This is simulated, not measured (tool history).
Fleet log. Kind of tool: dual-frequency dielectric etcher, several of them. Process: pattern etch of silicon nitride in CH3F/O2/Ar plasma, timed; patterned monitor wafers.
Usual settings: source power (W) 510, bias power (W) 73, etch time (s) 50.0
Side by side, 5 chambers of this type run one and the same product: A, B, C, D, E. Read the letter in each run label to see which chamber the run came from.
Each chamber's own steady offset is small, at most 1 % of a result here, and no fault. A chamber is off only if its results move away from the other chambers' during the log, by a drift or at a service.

run	hour	source power (W)	bias power (W)	etch time (s)	read-back reference wafer on the same gauge, depth_nm	mean etch depth across the wafer (angstrom)
1A	10.5	510	73	50.0	36.612	384.13
# hour 15.4: chamber D: wet clean of the chamber
2D	19.8	510	73	50.0	36.611	387.57
3E	31.2	510	73	50.0	36.613	386.00
4B	38.9	510	73	50.0	36.625	385.62
5C	47.4	510	73	50.0	36.627	381.44
6E	58.8	510	73	50.0	36.617	385.87
7C	71.5	510	73	50.0	36.630	382.52
8D	86.3	510	73	50.0	36.654	388.19
9B	97.8	630	73	37.0	36.637	309.73
10A	105.9	630	73	37.0	36.659	308.46
11C	114.1	630	73	37.0	36.660	308.17
12B	123.0	630	73	37.0	36.661	310.59
13E	135.1	630	73	37.0	36.689	309.14
14A	141.7	510	73	50.0	36.672	384.45
15D	154.9	510	73	50.0	36.687	388.57
16E	165.1	510	73	50.0	36.703	386.41
17A	176.5	510	73	50.0	36.695	384.61
# hour 182.2: chamber B: wet clean of the chamber
18B	188.8	510	73	50.0	36.706	387.03
19C	197.8	510	73	50.0	36.701	382.42
20D	207.5	510	73	50.0	36.712	388.64
21B	222.8	510	73	50.0	36.711	387.01
# hour 223.9: chamber E: wet clean of the chamber
22E	233.3	410	73	62.5	36.742	445.02
23C	244.4	410	73	62.5	36.720	440.44
24A	252.2	410	73	62.5	36.730	442.86
25D	267.2	410	73	62.5	36.744	447.18
# hour 277.3: chamber A: bias power generator calibrated
26D	278.7	410	73	62.5	36.760	448.09
# hour 281.9: chamber A: wet clean of the chamber
# hour 285.2: chamber E: source power generator calibrated
27C	291.9	510	73	50.0	36.750	383.84
28B	302.8	510	73	50.0	36.780	388.68
29E	315.4	510	73	50.0	36.767	387.07
30A	323.8	510	73	50.0	36.780	386.14
31C	335.4	510	73	50.0	36.778	383.33
32B	344.2	510	73	50.0	36.780	389.54
33D	356.2	510	73	50.0	36.789	388.21
34A	370.4	510	73	50.0	36.785	386.04
35E	384.0	510	73	50.0	36.805	386.59
36E	391.5	510	73	50.0	36.813	387.75
37C	398.5	430	73	55.0	36.813	395.74
38D	409.9	430	73	55.0	36.821	400.22
39B	424.2	430	73	55.0	36.819	400.94

All chambers now run identical settings, listed one chamber a line with results as question marks. What results will each chamber show?
40A	435.2	510	73	50.0		?
40B	435.2	510	73	50.0		?
40C	435.2	510	73	50.0		?
40D	435.2	510	73	50.0		?
40E	435.2	510	73	50.0		?

run	mean etch depth across the wafer (angstrom)
40A	386.66
40B	388.75
40C	383.74
40D	389.80
40E	388.33

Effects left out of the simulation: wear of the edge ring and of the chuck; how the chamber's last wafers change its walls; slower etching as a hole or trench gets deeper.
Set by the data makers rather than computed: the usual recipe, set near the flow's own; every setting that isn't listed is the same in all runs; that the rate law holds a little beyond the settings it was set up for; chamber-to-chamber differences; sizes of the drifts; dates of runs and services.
